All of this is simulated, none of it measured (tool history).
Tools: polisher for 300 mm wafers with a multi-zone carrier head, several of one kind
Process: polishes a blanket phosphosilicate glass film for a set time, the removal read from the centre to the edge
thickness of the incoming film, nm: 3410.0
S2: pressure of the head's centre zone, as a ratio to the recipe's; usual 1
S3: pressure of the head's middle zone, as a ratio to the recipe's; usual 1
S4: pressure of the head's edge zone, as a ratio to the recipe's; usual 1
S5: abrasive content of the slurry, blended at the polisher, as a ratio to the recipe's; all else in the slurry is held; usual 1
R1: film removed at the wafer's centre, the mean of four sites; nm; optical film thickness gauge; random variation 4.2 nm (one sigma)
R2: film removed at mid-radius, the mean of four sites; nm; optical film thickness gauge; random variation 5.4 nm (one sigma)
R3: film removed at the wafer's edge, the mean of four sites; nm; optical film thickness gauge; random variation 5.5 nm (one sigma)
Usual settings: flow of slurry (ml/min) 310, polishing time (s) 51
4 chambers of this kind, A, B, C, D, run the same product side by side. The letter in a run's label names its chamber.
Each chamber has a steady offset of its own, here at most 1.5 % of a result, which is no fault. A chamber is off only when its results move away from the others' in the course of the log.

{"hour": 2.9, "done": "chamber C: worn pad replaced by a new one"}
{"hour": 4.5, "done": "chamber D: centre zone pressure recalibrated"}
{"run": "1B", "hour": 6.6, "flow of slurry (ml/min)": 310, "S2": 1, "S3": 1, "S4": 1, "S5": 1, "polishing time (s)": 51, "R1": 418.4, "R2": 400.82, "R3": 414.43}
{"hour": 7.9, "done": "chamber B: centre zone pressure recalibrated"}
{"run": "2A", "hour": 11.9, "flow of slurry (ml/min)": 310, "S2": 1, "S3": 1, "S4": 1, "S5": 1, "polishing time (s)": 51, "R1": 408.87, "R2": 405.97, "R3": 405.24}
{"run": "3D", "hour": 18.7, "flow of slurry (ml/min)": 310, "S2": 1, "S3": 1, "S4": 1, "S5": 1, "polishing time (s)": 51, "R1": 412.92, "R2": 413.93, "R3": 423.23}
{"run": "4C", "hour": 24.2, "flow of slurry (ml/min)": 310, "S2": 1, "S3": 1, "S4": 1, "S5": 1, "polishing time (s)": 51, "R1": 404.7, "R2": 417.37, "R3": 424.38}
{"hour": 31.2, "done": "chamber A: worn pad replaced by a new one"}
{"run": "5D", "hour": 31.4, "flow of slurry (ml/min)": 310, "S2": 1, "S3": 1, "S4": 1, "S5": 1, "polishing time (s)": 51, "R1": 411.14, "R2": 411.91, "R3": 412.35}
{"run": "6C", "hour": 36.3, "flow of slurry (ml/min)": 310, "S2": 1, "S3": 1, "S4": 1, "S5": 1, "polishing time (s)": 51, "R1": 410.7, "R2": 410.37, "R3": 411.82}
{"hour": 40.9, "done": "chamber B: worn pad replaced by a new one"}
{"run": "7B", "hour": 43.3, "flow of slurry (ml/min)": 310, "S2": 1, "S3": 1, "S4": 1, "S5": 1, "polishing time (s)": 51, "R1": 411.67, "R2": 410.68, "R3": 416.83}
{"hour": 45.0, "done": "chamber C: worn pad replaced by a new one"}
{"run": "8A", "hour": 48.8, "flow of slurry (ml/min)": 310, "S2": 1, "S3": 1, "S4": 1, "S5": 1, "polishing time (s)": 51, "R1": 403.98, "R2": 395.8, "R3": 400.56}
{"run": "9D", "hour": 56.9, "flow of slurry (ml/min)": 310, "S2": 1, "S3": 1, "S4": 1, "S5": 1, "polishing time (s)": 51, "R1": 401.08, "R2": 406.03, "R3": 410.34}
{"run": "10A", "hour": 61.6, "flow of slurry (ml/min)": 310, "S2": 1, "S3": 1, "S4": 1, "S5": 1, "polishing time (s)": 51, "R1": 401.92, "R2": 405.74, "R3": 399.2}
{"run": "11C", "hour": 68.6, "flow of slurry (ml/min)": 310, "S2": 1, "S3": 1, "S4": 1, "S5": 1, "polishing time (s)": 51, "R1": 411.84, "R2": 421.78, "R3": 421.99}
{"run": "12B", "hour": 73.4, "flow of slurry (ml/min)": 310, "S2": 1, "S3": 1, "S4": 1, "S5": 1, "polishing time (s)": 51, "R1": 408.38, "R2": 396.87, "R3": 403.1}
{"hour": 78.6, "done": "chamber C: centre zone pressure recalibrated"}
{"run": "13B", "hour": 80.7, "flow of slurry (ml/min)": 310, "S2": 1, "S3": 1, "S4": 1, "S5": 1, "polishing time (s)": 51, "R1": 410.06, "R2": 399.43, "R3": 410.38}
{"hour": 86.4, "done": "chamber D: worn pad replaced by a new one"}
{"run": "14D", "hour": 87.8, "flow of slurry (ml/min)": 310, "S2": 1, "S3": 1, "S4": 1, "S5": 1, "polishing time (s)": 40, "R1": 322.99, "R2": 315.96, "R3": 324.12}
{"hour": 88.3, "done": "chamber C: worn pad replaced by a new one"}
{"run": "15A", "hour": 92.0, "flow of slurry (ml/min)": 310, "S2": 1, "S3": 1, "S4": 1, "S5": 1, "polishing time (s)": 40, "R1": 322.93, "R2": 312.21, "R3": 318.02}
{"hour": 96.7, "done": "chamber B: worn pad replaced by a new one"}
{"run": "16C", "hour": 98.8, "flow of slurry (ml/min)": 310, "S2": 1, "S3": 1, "S4": 1, "S5": 1, "polishing time (s)": 40, "R1": 363.66, "R2": 322.37, "R3": 321.78}
{"hour": 102.9, "done": "chamber A: worn pad replaced by a new one"}
{"run": "17C", "hour": 105.4, "flow of slurry (ml/min)": 310, "S2": 1, "S3": 1, "S4": 1, "S5": 1, "polishing time (s)": 40, "R1": 362.7, "R2": 325, "R3": 322.35}
{"run": "18A", "hour": 111.4, "flow of slurry (ml/min)": 245, "S2": 1, "S3": 1.07, "S4": 1, "S5": 1, "polishing time (s)": 51, "R1": 403.17, "R2": 423.47, "R3": 399.83}
{"run": "19B", "hour": 119.6, "flow of slurry (ml/min)": 245, "S2": 1, "S3": 1.07, "S4": 1, "S5": 1, "polishing time (s)": 51, "R1": 399.33, "R2": 426.48, "R3": 413.6}
{"run": "20D", "hour": 127.3, "flow of slurry (ml/min)": 245, "S2": 1, "S3": 1.07, "S4": 1, "S5": 1, "polishing time (s)": 51, "R1": 402.56, "R2": 426.34, "R3": 402.9}
{"hour": 130.4, "done": "chamber C: worn pad replaced by a new one"}
{"run": "21D", "hour": 133.3, "flow of slurry (ml/min)": 245, "S2": 1, "S3": 1.07, "S4": 1, "S5": 1, "polishing time (s)": 51, "R1": 398.26, "R2": 426.16, "R3": 402.34}
{"run": "22C", "hour": 139.6, "flow of slurry (ml/min)": 310, "S2": 1, "S3": 1, "S4": 1, "S5": 1, "polishing time (s)": 51, "R1": 458.58, "R2": 417.29, "R3": 413.48}
{"hour": 140.2, "done": "chamber B: worn pad replaced by a new one"}
{"run": "23A", "hour": 144.6, "flow of slurry (ml/min)": 310, "S2": 1, "S3": 1, "S4": 1, "S5": 1, "polishing time (s)": 51, "R1": 402.17, "R2": 413.4, "R3": 398.74}
{"run": "24B", "hour": 148.2, "flow of slurry (ml/min)": 310, "S2": 1, "S3": 1, "S4": 1, "S5": 1, "polishing time (s)": 51, "R1": 413.81, "R2": 409.38, "R3": 404.45}
{"run": "25D", "hour": 154.9, "flow of slurry (ml/min)": 310, "S2": 1, "S3": 1, "S4": 1, "S5": 1, "polishing time (s)": 51, "R1": 413.76, "R2": 402.26, "R3": 423.35}
{"run": "26C", "hour": 161.9, "flow of slurry (ml/min)": 310, "S2": 1, "S3": 1, "S4": 1, "S5": 1, "polishing time (s)": 51, "R1": 457.78, "R2": 409.75, "R3": 416.18}
{"run": "27A", "hour": 167.0, "flow of slurry (ml/min)": 310, "S2": 1, "S3": 1, "S4": 1, "S5": 1, "polishing time (s)": 51, "R1": 403, "R2": 408.06, "R3": 394.44}
{"run": "28B", "hour": 172.6, "flow of slurry (ml/min)": 345, "S2": 1.09, "S3": 1, "S4": 1, "S5": 1, "polishing time (s)": 51, "R1": 456.6, "R2": 404.95, "R3": 409.25}

Next, every chamber runs the same settings. What will each give?
{"run": "29A", "hour": 178.5, "flow of slurry (ml/min)": 375, "S2": 1, "S3": 1, "S4": 1, "S5": 1, "polishing time (s)": 51, "R1": "?", "R2": "?", "R3": "?"}
{"run": "29B", "hour": 178.5, "flow of slurry (ml/min)": 375, "S2": 1, "S3": 1, "S4": 1, "S5": 1, "polishing time (s)": 51, "R1": "?", "R2": "?", "R3": "?"}
{"run": "29C", "hour": 178.5, "flow of slurry (ml/min)": 375, "S2": 1, "S3": 1, "S4": 1, "S5": 1, "polishing time (s)": 51, "R1": "?", "R2": "?", "R3": "?"}
{"run": "29D", "hour": 178.5, "flow of slurry (ml/min)": 375, "S2": 1, "S3": 1, "S4": 1, "S5": 1, "polishing time (s)": 51, "R1": "?", "R2": "?", "R3": "?"}

run=29A R1=417.4 R2=405.77 R3=419.76
run=29B R1=416.93 R2=413.49 R3=419.28
run=29C R1=477.15 R2=419.14 R3=417.59
run=29D R1=417.22 R2=414.87 R3=412.62
